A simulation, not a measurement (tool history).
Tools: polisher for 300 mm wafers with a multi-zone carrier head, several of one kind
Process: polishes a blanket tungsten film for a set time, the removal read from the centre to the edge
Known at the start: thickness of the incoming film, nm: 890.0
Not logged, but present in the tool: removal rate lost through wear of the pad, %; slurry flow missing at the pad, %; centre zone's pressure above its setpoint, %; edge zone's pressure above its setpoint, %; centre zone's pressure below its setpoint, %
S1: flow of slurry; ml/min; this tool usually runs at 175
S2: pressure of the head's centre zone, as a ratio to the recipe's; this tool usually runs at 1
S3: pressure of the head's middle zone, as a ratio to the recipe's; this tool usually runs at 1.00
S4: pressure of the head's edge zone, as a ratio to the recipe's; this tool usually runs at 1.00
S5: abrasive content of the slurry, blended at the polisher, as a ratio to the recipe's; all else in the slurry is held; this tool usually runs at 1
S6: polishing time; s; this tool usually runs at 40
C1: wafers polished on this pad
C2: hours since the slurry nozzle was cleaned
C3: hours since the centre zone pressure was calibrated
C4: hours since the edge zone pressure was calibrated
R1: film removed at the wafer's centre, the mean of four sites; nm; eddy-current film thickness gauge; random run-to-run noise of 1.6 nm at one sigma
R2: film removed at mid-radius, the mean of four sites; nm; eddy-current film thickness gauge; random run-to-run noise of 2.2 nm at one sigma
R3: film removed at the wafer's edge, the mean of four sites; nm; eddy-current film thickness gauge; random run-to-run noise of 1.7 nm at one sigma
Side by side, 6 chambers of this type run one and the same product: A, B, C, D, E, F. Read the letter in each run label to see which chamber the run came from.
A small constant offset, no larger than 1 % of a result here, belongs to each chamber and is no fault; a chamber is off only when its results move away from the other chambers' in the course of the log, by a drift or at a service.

run 1F hour=4.9 | S1=175 S2=1 S3=1.00 S4=1.00 S5=1 S6=40 | C1=267 C2=710.4 C3=714.5 C4=99.2 | R1=224.52 R2=223.06 R3=222.56
run 2A hour=7.3 | S1=175 S2=1 S3=1.00 S4=1.00 S5=1 S6=40 | C1=508 C2=234.4 C3=370.2 C4=195.4 | R1=224.14 R2=227.24 R3=225.03
run 3C hour=10.0 | S1=175 S2=1 S3=1.00 S4=1.00 S5=1 S6=40 | C1=481 C2=20.5 C3=217.5 C4=22.6 | R1=223.53 R2=224.78 R3=221.35
run 4D hour=15.2 | S1=175 S2=1 S3=1.00 S4=1.00 S5=1 S6=40 | C1=142 C2=151.6 C3=1255.8 C4=1201.3 | R1=222.30 R2=221.20 R3=224.22
run 5E hour=17.7 | S1=175 S2=1 S3=1.00 S4=1.00 S5=1 S6=40 | C1=280 C2=171.1 C3=616.5 C4=117.8 | R1=223.87 R2=225.26 R3=220.82
run 6B hour=20.9 | S1=175 S2=1 S3=1.00 S4=1.00 S5=1 S6=40 | C1=428 C2=204.8 C3=216.4 C4=64.8 | R1=221.70 R2=223.15 R3=221.96
-- hour=23.9 chamber A: worn pad replaced by a new one
run 7C hour=24.5 | S1=175 S2=1 S3=1.00 S4=1.11 S5=1 S6=40 | C1=588 C2=35.0 C3=232.0 C4=37.1 | R1=225.91 R2=228.72 R3=236.97
run 8B hour=29.6 | S1=175 S2=1 S3=1.00 S4=1.11 S5=1 S6=40 | C1=492 C2=213.5 C3=225.1 C4=73.5 | R1=226.52 R2=222.50 R3=239.32
run 9E hour=32.0 | S1=175 S2=1 S3=1.00 S4=1.11 S5=1 S6=40 | C1=385 C2=185.4 C3=630.8 C4=132.1 | R1=229.84 R2=222.58 R3=238.96
run 10F hour=37.3 | S1=175 S2=1 S3=1.00 S4=1.11 S5=1 S6=40 | C1=504 C2=742.8 C3=746.9 C4=131.6 | R1=221.66 R2=226.15 R3=241.90
-- hour=38.4 chamber B: worn pad replaced by a new one
run 11A hour=42.0 | S1=175 S2=1 S3=1.00 S4=1.11 S5=1 S6=40 | C1=133 C2=269.1 C3=404.9 C4=230.1 | R1=224.65 R2=222.38 R3=237.30
-- hour=43.3 chamber F: slurry nozzle cleaned
run 12D hour=44.6 | S1=175 S2=1 S3=1.00 S4=1.11 S5=1 S6=40 | C1=357 C2=181.0 C3=1285.2 C4=1230.7 | R1=225.29 R2=225.53 R3=239.40
run 13F hour=48.9 | S1=175 S2=1 S3=1.00 S4=1.00 S5=1 S6=40 | C1=589 C2=5.7 C3=758.5 C4=143.2 | R1=223.78 R2=225.88 R3=226.66
-- hour=51.1 chamber A: centre zone pressure recalibrated
run 14B hour=52.4 | S1=175 S2=1 S3=1.00 S4=1.00 S5=1 S6=40 | C1=102 C2=236.3 C3=247.9 C4=96.3 | R1=219.23 R2=227.01 R3=228.44
run 15D hour=56.2 | S1=175 S2=1 S3=1.00 S4=1.00 S5=1 S6=40 | C1=442 C2=192.6 C3=1296.8 C4=1242.3 | R1=225.77 R2=225.32 R3=223.38
-- hour=59.7 chamber F: worn pad replaced by a new one
run 16A hour=60.4 | S1=175 S2=1 S3=1.00 S4=1.00 S5=1 S6=40 | C1=267 C2=287.5 C3=9.3 C4=248.5 | R1=223.12 R2=219.65 R3=223.20
-- hour=61.8 chamber C: worn pad replaced by a new one
run 17C hour=63.2 | S1=175 S2=1 S3=1.00 S4=1.00 S5=1 S6=40 | C1=10 C2=73.7 C3=270.7 C4=75.8 | R1=225.21 R2=223.84 R3=224.43
run 18E hour=67.4 | S1=175 S2=1 S3=1.00 S4=1.00 S5=1 S6=40 | C1=644 C2=220.8 C3=666.2 C4=167.5 | R1=234.35 R2=227.90 R3=222.63
-- hour=69.6 chamber B: slurry nozzle cleaned
run 19E hour=70.1 | S1=175 S2=1 S3=1.00 S4=1.00 S5=1 S6=40 | C1=663 C2=223.5 C3=668.9 C4=170.2 | R1=233.03 R2=229.19 R3=223.38
-- hour=74.2 chamber E: worn pad replaced by a new one
run 20B hour=74.7 | S1=175 S2=1 S3=1.00 S4=1.00 S5=1 S6=40 | C1=265 C2=5.2 C3=270.2 C4=118.6 | R1=223.52 R2=224.76 R3=222.50
run 21F hour=77.6 | S1=175 S2=1 S3=1.00 S4=1.04 S5=1 S6=44 | C1=131 C2=34.4 C3=787.2 C4=171.9 | R1=248.11 R2=249.76 R3=254.60
run 22A hour=80.4 | S1=175 S2=1 S3=1.00 S4=1.04 S5=1 S6=44 | C1=413 C2=307.5 C3=29.3 C4=268.5 | R1=244.22 R2=247.15 R3=252.62
run 23C hour=85.0 | S1=175 S2=1 S3=1.00 S4=1.04 S5=1 S6=44 | C1=170 C2=95.5 C3=292.5 C4=97.6 | R1=245.86 R2=245.66 R3=249.38
run 24D hour=87.9 | S1=175 S2=1 S3=1.00 S4=1.04 S5=1 S6=44 | C1=674 C2=224.3 C3=1328.5 C4=1274.0 | R1=245.91 R2=239.26 R3=253.90
run 25E hour=90.6 | S1=175 S2=1 S3=1.00 S4=1.04 S5=1 S6=44 | C1=120 C2=244.0 C3=689.4 C4=190.7 | R1=260.87 R2=248.12 R3=252.07
run 26D hour=95.7 | S1=175 S2=1 S3=1.00 S4=1.04 S5=1 S6=44 | C1=731 C2=232.1 C3=1336.3 C4=1281.8 | R1=246.47 R2=243.24 R3=254.37
run 27F hour=100.1 | S1=175 S2=1 S3=1.00 S4=1.00 S5=1 S6=40 | C1=295 C2=56.9 C3=809.7 C4=194.4 | R1=223.53 R2=222.50 R3=224.86
-- hour=103.3 chamber B: worn pad replaced by a new one
run 28C hour=103.6 | S1=175 S2=1 S3=1.00 S4=1.00 S5=1 S6=40 | C1=306 C2=114.1 C3=311.1 C4=116.2 | R1=225.71 R2=221.26 R3=225.05
run 29B hour=107.4 | S1=175 S2=1 S3=1.00 S4=1.00 S5=1 S6=40 | C1=30 C2=37.9 C3=302.9 C4=151.3 | R1=223.73 R2=221.40 R3=225.61
run 30A hour=112.3 | S1=175 S2=1 S3=1.00 S4=1.00 S5=1 S6=40 | C1=647 C2=339.4 C3=61.2 C4=300.4 | R1=221.33 R2=229.46 R3=221.92
run 31A hour=116.3 | S1=175 S2=1 S3=1.00 S4=1.00 S5=1 S6=40 | C1=676 C2=343.4 C3=65.2 C4=304.4 | R1=219.43 R2=221.94 R3=223.92
run 32F hour=119.7 | S1=175 S2=1 S3=1.00 S4=1.00 S5=1 S6=40 | C1=439 C2=76.5 C3=829.3 C4=214.0 | R1=222.42 R2=225.91 R3=223.19
run 33C hour=122.6 | S1=175 S2=1 S3=1.00 S4=1.00 S5=1 S6=40 | C1=445 C2=133.1 C3=330.1 C4=135.2 | R1=221.17 R2=227.75 R3=227.32
run 34E hour=126.4 | S1=175 S2=1 S3=1.00 S4=1.00 S5=1 S6=49 | C1=382 C2=279.8 C3=725.2 C4=226.5 | R1=297.84 R2=275.30 R3=271.35
-- hour=129.2 chamber D: centre zone pressure recalibrated
run 35D hour=129.8 | S1=175 S2=1 S3=1.00 S4=1.00 S5=1 S6=49 | C1=980 C2=266.2 C3=0.7 C4=1315.9 | R1=277.70 R2=274.03 R3=276.09
run 36B hour=132.4 | S1=175 S2=1 S3=1.00 S4=1.00 S5=1 S6=49 | C1=213 C2=62.9 C3=327.9 C4=176.3 | R1=275.55 R2=273.89 R3=278.97
run 37D hour=136.6 | S1=175 S2=1 S3=1.00 S4=1.00 S5=1 S6=49 | C1=1030 C2=273.0 C3=7.5 C4=1322.7 | R1=273.46 R2=272.26 R3=275.04

For the next run the whole fleet of 6 chambers uses the same settings. Give each chamber's results:
run 38A hour=140.5 | S1=175 S2=1 S3=1.06 S4=1.00 S5=1 S6=40 | R1=? R2=? R3=?
run 38B hour=140.5 | S1=175 S2=1 S3=1.06 S4=1.00 S5=1 S6=40 | R1=? R2=? R3=?
run 38C hour=140.5 | S1=175 S2=1 S3=1.06 S4=1.00 S5=1 S6=40 | R1=? R2=? R3=?
run 38D hour=140.5 | S1=175 S2=1 S3=1.06 S4=1.00 S5=1 S6=40 | R1=? R2=? R3=?
run 38E hour=140.5 | S1=175 S2=1 S3=1.06 S4=1.00 S5=1 S6=40 | R1=? R2=? R3=?
run 38F hour=140.5 | S1=175 S2=1 S3=1.06 S4=1.00 S5=1 S6=40 | R1=? R2=? R3=?

run=38A R1=220.77 R2=238.34 R3=225.28
run=38B R1=219.86 R2=235.24 R3=222.91
run=38C R1=224.66 R2=235.95 R3=223.18
run=38D R1=224.84 R2=236.14 R3=225.99
run=38E R1=242.13 R2=235.85 R3=221.26
run=38F R1=223.42 R2=237.16 R3=226.77
